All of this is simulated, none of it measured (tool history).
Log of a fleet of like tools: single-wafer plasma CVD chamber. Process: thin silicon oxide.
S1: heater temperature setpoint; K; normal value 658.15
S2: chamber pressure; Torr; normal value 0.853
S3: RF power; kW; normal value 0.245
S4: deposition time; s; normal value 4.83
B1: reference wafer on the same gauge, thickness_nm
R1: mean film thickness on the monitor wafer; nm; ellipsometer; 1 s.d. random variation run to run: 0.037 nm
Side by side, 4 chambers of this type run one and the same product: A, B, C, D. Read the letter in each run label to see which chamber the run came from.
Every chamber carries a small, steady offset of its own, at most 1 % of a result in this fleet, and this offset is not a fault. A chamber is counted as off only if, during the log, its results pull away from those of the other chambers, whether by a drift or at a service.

run 1B day=0.596 | S1=658.15 S2=0.853 S3=0.245 S4=4.83 | B1=10.386 | R1=8.6465
run 2D day=1.008 | S1=658.15 S2=0.853 S3=0.245 S4=4.83 | B1=10.390 | R1=8.7924
run 3C day=1.558 | S1=658.15 S2=0.853 S3=0.245 S4=4.83 | B1=10.376 | R1=8.7364
run 4A day=2.079 | S1=658.15 S2=0.853 S3=0.245 S4=4.83 | B1=10.368 | R1=8.6964
run 5C day=2.350 | S1=658.15 S2=0.853 S3=0.245 S4=4.83 | B1=10.384 | R1=8.6333
run 6B day=2.908 | S1=658.15 S2=0.853 S3=0.245 S4=4.83 | B1=10.389 | R1=8.6849
run 7D day=3.425 | S1=658.15 S2=0.853 S3=0.245 S4=4.83 | B1=10.394 | R1=8.7942
-- day=3.846 chamber A: capacitance manometer re-zeroed and calibrated
run 8A day=3.971 | S1=658.15 S2=0.853 S3=0.245 S4=4.83 | B1=10.379 | R1=9.1876
run 9D day=4.362 | S1=658.15 S2=0.853 S3=0.245 S4=4.83 | B1=10.380 | R1=8.7143
run 10B day=4.900 | S1=669.15 S2=0.853 S3=0.245 S4=4.83 | B1=10.382 | R1=8.5194
run 11A day=5.358 | S1=669.15 S2=0.853 S3=0.245 S4=4.83 | B1=10.389 | R1=9.1240
run 12C day=5.658 | S1=669.15 S2=0.853 S3=0.245 S4=4.83 | B1=10.376 | R1=8.6424
run 13A day=6.038 | S1=669.15 S2=0.853 S3=0.245 S4=4.83 | B1=10.385 | R1=9.1180
run 14B day=6.412 | S1=658.15 S2=0.853 S3=0.245 S4=4.83 | B1=10.394 | R1=8.6574
run 15C day=6.825 | S1=658.15 S2=0.853 S3=0.245 S4=4.83 | B1=10.374 | R1=8.7383
run 16D day=7.154 | S1=658.15 S2=0.853 S3=0.245 S4=4.83 | B1=10.370 | R1=8.7171
run 17C day=7.467 | S1=658.15 S2=0.853 S3=0.245 S4=4.83 | B1=10.377 | R1=8.6694
run 18D day=7.742 | S1=658.15 S2=0.853 S3=0.245 S4=4.83 | B1=10.386 | R1=8.7732
run 19A day=8.158 | S1=647.15 S2=0.853 S3=0.260 S4=4.83 | B1=10.381 | R1=9.4900
run 20B day=8.762 | S1=647.15 S2=0.853 S3=0.260 S4=4.83 | B1=10.378 | R1=8.9046
run 21B day=9.217 | S1=647.15 S2=0.853 S3=0.260 S4=4.83 | B1=10.379 | R1=8.9371
run 22C day=9.804 | S1=647.15 S2=0.853 S3=0.260 S4=4.83 | B1=10.384 | R1=9.0142
run 23D day=10.400 | S1=658.15 S2=0.853 S3=0.245 S4=4.83 | B1=10.388 | R1=8.7968
run 24A day=10.750 | S1=658.15 S2=0.853 S3=0.280 S4=4.83 | B1=10.384 | R1=9.8066
run 25D day=11.242 | S1=658.15 S2=0.853 S3=0.280 S4=4.83 | B1=10.384 | R1=9.3279
run 26B day=11.600 | S1=658.15 S2=0.853 S3=0.280 S4=4.83 | B1=10.373 | R1=9.1736
run 27A day=11.929 | S1=658.15 S2=0.853 S3=0.280 S4=4.83 | B1=10.375 | R1=9.8197

All 4 chambers run these settings next. Forecast each chamber's results:
run 28A day=12.379 | S1=658.15 S2=0.853 S3=0.245 S4=4.83 | R1=?
run 28B day=12.379 | S1=658.15 S2=0.853 S3=0.245 S4=4.83 | R1=?
run 28C day=12.379 | S1=658.15 S2=0.853 S3=0.245 S4=4.83 | R1=?
run 28D day=12.379 | S1=658.15 S2=0.853 S3=0.245 S4=4.83 | R1=?

run=28A R1=9.1929
run=28B R1=8.6183
run=28C R1=8.7366
run=28D R1=8.7330
